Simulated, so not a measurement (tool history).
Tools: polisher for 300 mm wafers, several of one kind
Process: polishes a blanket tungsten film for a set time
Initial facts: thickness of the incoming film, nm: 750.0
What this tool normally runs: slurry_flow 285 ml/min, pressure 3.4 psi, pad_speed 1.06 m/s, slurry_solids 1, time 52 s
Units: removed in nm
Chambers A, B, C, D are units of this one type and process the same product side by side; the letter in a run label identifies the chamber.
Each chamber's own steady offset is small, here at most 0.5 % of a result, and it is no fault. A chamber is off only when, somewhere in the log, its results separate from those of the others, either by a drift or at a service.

run	hour	slurry_flow	pressure	pad_speed	slurry_solids	time	removed
1B	5.2	285	3.4	1.06	1	52	234.58
# hour 8.5: chamber B: slurry blender recalibrated
2D	9.4	285	3.4	1.06	1	52	233.66
3C	16.3	285	3.4	1.06	1	52	234.17
# hour 17.4: chamber B: head pressure recalibrated
4A	21.1	285	3.4	1.06	1	52	233.58
# hour 21.4: chamber A: slurry tank refilled with fresh slurry and peroxide
5C	28.2	285	3.4	1.06	1	52	234.29
# hour 29.6: chamber B: slurry tank refilled with fresh slurry and peroxide
6D	35.7	285	3.4	1.06	1	52	231.85
7A	41.7	285	3.4	1.06	1	52	231.15
# hour 48.2: chamber C: slurry tank refilled with fresh slurry and peroxide
8B	48.2	285	3.4	1.06	1	52	235.16
9C	51.7	285	3.4	1.06	1	52	233.52
10D	56.3	285	3.4	1.06	1	52	233.36
11B	59.7	285	3.4	1.06	1	52	235.71
12A	65.2	285	3.4	1.06	1	52	232.13
# hour 66.3: chamber D: head pressure recalibrated
# hour 68.0: chamber B: worn pad replaced by a new one
13B	72.3	285	3.4	1.06	1	52	231.74
14A	79.7	285	3.4	1.06	1	52	235.57
15C	85.0	285	2.7	0.90	1	52	157.94
# hour 87.0: chamber A: slurry blender recalibrated
# hour 89.6: chamber C: slurry blender recalibrated
16D	89.9	285	2.7	0.90	1	52	147.36
17C	93.8	285	2.7	0.90	1	52	158.53
# hour 94.9: chamber B: slurry nozzle cleaned
18B	97.5	285	2.7	0.90	1	52	159.31
19A	100.8	285	3.4	1.06	1	52	231.87
20D	105.0	285	3.4	1.06	1	52	216.26
21C	111.4	285	3.4	1.06	1	52	231.61
# hour 114.4: chamber A: slurry tank refilled with fresh slurry and peroxide
22D	115.6	285	3.4	1.06	1	52	218.96
23B	120.9	285	3.4	1.06	1	52	237.89
# hour 122.1: chamber A: worn pad replaced by a new one
# hour 123.3: chamber D: slurry tank refilled with fresh slurry and peroxide
24A	125.9	285	3.4	1.06	1	52	234.55
# hour 127.7: chamber D: worn pad replaced by a new one
25A	132.6	285	3.4	1.06	1	52	232.09
26D	139.0	285	3.4	1.06	1	52	216.58

One chamber off, gauge drift, or nothing amiss beyond the chambers' own small offsets? If it is a chamber, which one, and what is the likeliest cause?

After it was serviced, chamber D no longer matches the other chambers.
Most likely cause: head's pressure below its setpoint, % = 6.56.

Chamber D could run next with any of the 4 candidate recipes listed below; each alters the usual settings, and their results appear as question marks. Which one brings its results back in line with what the other chambers deliver on the usual settings?
To be in line, a result may differ from the other chambers' mean on the usual settings by at most: removed 5.40 nm
27D-1	144.4	285	3.3	1.04	1	51	?
27D-2	144.4	285	3.5	1.06	1	54	?
27D-3	144.4	285	3.2	1.06	1	48	?
27D-4	144.4	285	3.4	1.14	1	56	?

Average result of the remaining chambers running the usual settings: removed 232.58 nm
run	removed
27D-1	202.91
27D-2	232.26
27D-3	188.77
27D-4	251.71
With 27D-2, the chamber falls back in line with the rest.
